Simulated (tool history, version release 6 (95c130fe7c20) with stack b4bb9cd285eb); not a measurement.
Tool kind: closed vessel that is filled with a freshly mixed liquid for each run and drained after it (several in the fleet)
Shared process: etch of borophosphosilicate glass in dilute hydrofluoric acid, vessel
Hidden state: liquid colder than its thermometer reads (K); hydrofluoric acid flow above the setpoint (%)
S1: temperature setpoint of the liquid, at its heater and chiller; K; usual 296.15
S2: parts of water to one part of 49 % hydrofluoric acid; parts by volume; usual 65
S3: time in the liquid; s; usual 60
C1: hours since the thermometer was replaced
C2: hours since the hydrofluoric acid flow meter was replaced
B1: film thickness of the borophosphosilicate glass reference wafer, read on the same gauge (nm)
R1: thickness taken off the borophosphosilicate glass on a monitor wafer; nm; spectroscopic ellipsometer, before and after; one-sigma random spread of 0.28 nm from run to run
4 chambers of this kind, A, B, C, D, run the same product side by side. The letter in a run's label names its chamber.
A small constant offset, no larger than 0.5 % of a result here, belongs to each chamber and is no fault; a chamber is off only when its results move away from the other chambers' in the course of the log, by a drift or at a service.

{"run": "1B", "hour": 3.8, "S1": 296.15, "S2": 65, "S3": 60, "C1": 445.2, "C2": 326.1, "B1": 30.022, "R1": 31.261}
{"run": "2D", "hour": 8.4, "S1": 296.15, "S2": 65, "S3": 60, "C1": 753.3, "C2": 525.7, "B1": 29.975, "R1": 30.587}
{"run": "3C", "hour": 11.6, "S1": 296.15, "S2": 65, "S3": 60, "C1": 298.7, "C2": 705, "B1": 30.004, "R1": 30.668}
{"run": "4A", "hour": 17.5, "S1": 296.15, "S2": 65, "S3": 60, "C1": 154, "C2": 1423.5, "B1": 29.976, "R1": 31.029}
{"run": "5C", "hour": 23.5, "S1": 296.15, "S2": 65, "S3": 60, "C1": 310.6, "C2": 716.9, "B1": 29.976, "R1": 31.423}
{"run": "6B", "hour": 29.6, "S1": 296.15, "S2": 65, "S3": 60, "C1": 471, "C2": 351.9, "B1": 30.017, "R1": 30.88}
{"run": "7A", "hour": 32.9, "S1": 296.15, "S2": 65, "S3": 60, "C1": 169.4, "C2": 1438.9, "B1": 29.993, "R1": 30.761}
{"run": "8D", "hour": 38.6, "S1": 296.15, "S2": 65, "S3": 60, "C1": 783.5, "C2": 555.9, "B1": 30.017, "R1": 30.81}
{"run": "9A", "hour": 42.5, "S1": 296.15, "S2": 65, "S3": 60, "C1": 179, "C2": 1448.5, "B1": 30.004, "R1": 31.11}
{"run": "10D", "hour": 45.9, "S1": 296.15, "S2": 65, "S3": 60, "C1": 790.8, "C2": 563.2, "B1": 30.024, "R1": 30.722}
{"run": "11B", "hour": 52.1, "S1": 296.15, "S2": 65, "S3": 60, "C1": 493.5, "C2": 374.4, "B1": 30.035, "R1": 30.249}
{"run": "12C", "hour": 56.0, "S1": 296.15, "S2": 65, "S3": 60, "C1": 343.1, "C2": 749.4, "B1": 30.016, "R1": 30.684}
{"run": "13D", "hour": 61.7, "S1": 296.15, "S2": 65, "S3": 60, "C1": 806.6, "C2": 579, "B1": 30.059, "R1": 31.058}
{"run": "14A", "hour": 65.1, "S1": 296.15, "S2": 65, "S3": 60, "C1": 201.6, "C2": 1471.1, "B1": 30.01, "R1": 30.43}
{"run": "15C", "hour": 71.6, "S1": 296.15, "S2": 65, "S3": 60, "C1": 358.7, "C2": 765, "B1": 29.96, "R1": 30.561}
{"run": "16B", "hour": 74.6, "S1": 296.15, "S2": 65, "S3": 60, "C1": 516, "C2": 396.9, "B1": 30.036, "R1": 29.209}
{"run": "17B", "hour": 80.2, "S1": 296.15, "S2": 65, "S3": 60, "C1": 521.6, "C2": 402.5, "B1": 30.033, "R1": 29.837}
{"run": "18A", "hour": 85.8, "S1": 296.15, "S2": 65, "S3": 60, "C1": 222.3, "C2": 1491.8, "B1": 30.032, "R1": 30.575}
{"run": "19D", "hour": 91.3, "S1": 296.15, "S2": 65, "S3": 60, "C1": 836.2, "C2": 608.6, "B1": 30.031, "R1": 30.498}
{"run": "20C", "hour": 94.6, "S1": 296.15, "S2": 65, "S3": 60, "C1": 381.7, "C2": 788, "B1": 29.981, "R1": 30.726}
{"hour": 98.1, "done": "chamber D: thermometer replaced"}
{"run": "21D", "hour": 98.7, "S1": 296.15, "S2": 65, "S3": 60, "C1": 0.7, "C2": 616, "B1": 29.962, "R1": 30.691}
{"run": "22B", "hour": 103.3, "S1": 296.15, "S2": 55, "S3": 60, "C1": 544.7, "C2": 425.6, "B1": 30.019, "R1": 34.257}
{"run": "23A", "hour": 108.8, "S1": 296.15, "S2": 55, "S3": 60, "C1": 245.3, "C2": 1514.8, "B1": 30.029, "R1": 36.435}
{"run": "24C", "hour": 114.1, "S1": 296.15, "S2": 55, "S3": 60, "C1": 401.2, "C2": 807.5, "B1": 30.036, "R1": 36.977}
{"run": "25B", "hour": 117.5, "S1": 296.15, "S2": 55, "S3": 60, "C1": 558.9, "C2": 439.8, "B1": 29.991, "R1": 34.169}
{"run": "26D", "hour": 122.3, "S1": 296.15, "S2": 65, "S3": 60, "C1": 24.3, "C2": 639.6, "B1": 29.988, "R1": 31.143}
{"run": "27C", "hour": 125.9, "S1": 296.15, "S2": 65, "S3": 60, "C1": 413, "C2": 819.3, "B1": 30.019, "R1": 30.83}

What goes on in this fleet: one chamber off, a drifting gauge, or nothing beyond the chambers' own small offsets? Name the chamber and the cause, if any.

Chamber B drifts away from the others.
Likeliest cause: liquid colder than its thermometer reads (K) = 1.93.
With only this log, it may be confused with: hydrofluoric acid flow below the setpoint (%).

Which of the 4 candidates below, each the usual settings with something changed and its results left as question marks, puts chamber B back in line with what the other chambers give on the usual settings?
To be in line, a result may differ from the other chambers' mean on the usual settings by at most: R1 0.96 nm
{"run": "28B-1", "hour": 130.7, "S1": 296.65, "S2": 65, "S3": 60, "R1": "?"}
{"run": "28B-2", "hour": 130.7, "S1": 295.65, "S2": 65, "S3": 60, "R1": "?"}
{"run": "28B-3", "hour": 130.7, "S1": 294.15, "S2": 65, "S3": 60, "R1": "?"}
{"run": "28B-4", "hour": 130.7, "S1": 298.15, "S2": 65, "S3": 60, "R1": "?"}

On the usual settings, the other chambers give on average: R1 30.846 nm
run=28B-1 R1=29.244
run=28B-2 R1=28.05
run=28B-3 R1=26.323
run=28B-4 R1=31.123
28B-4 brings the chamber back in line.
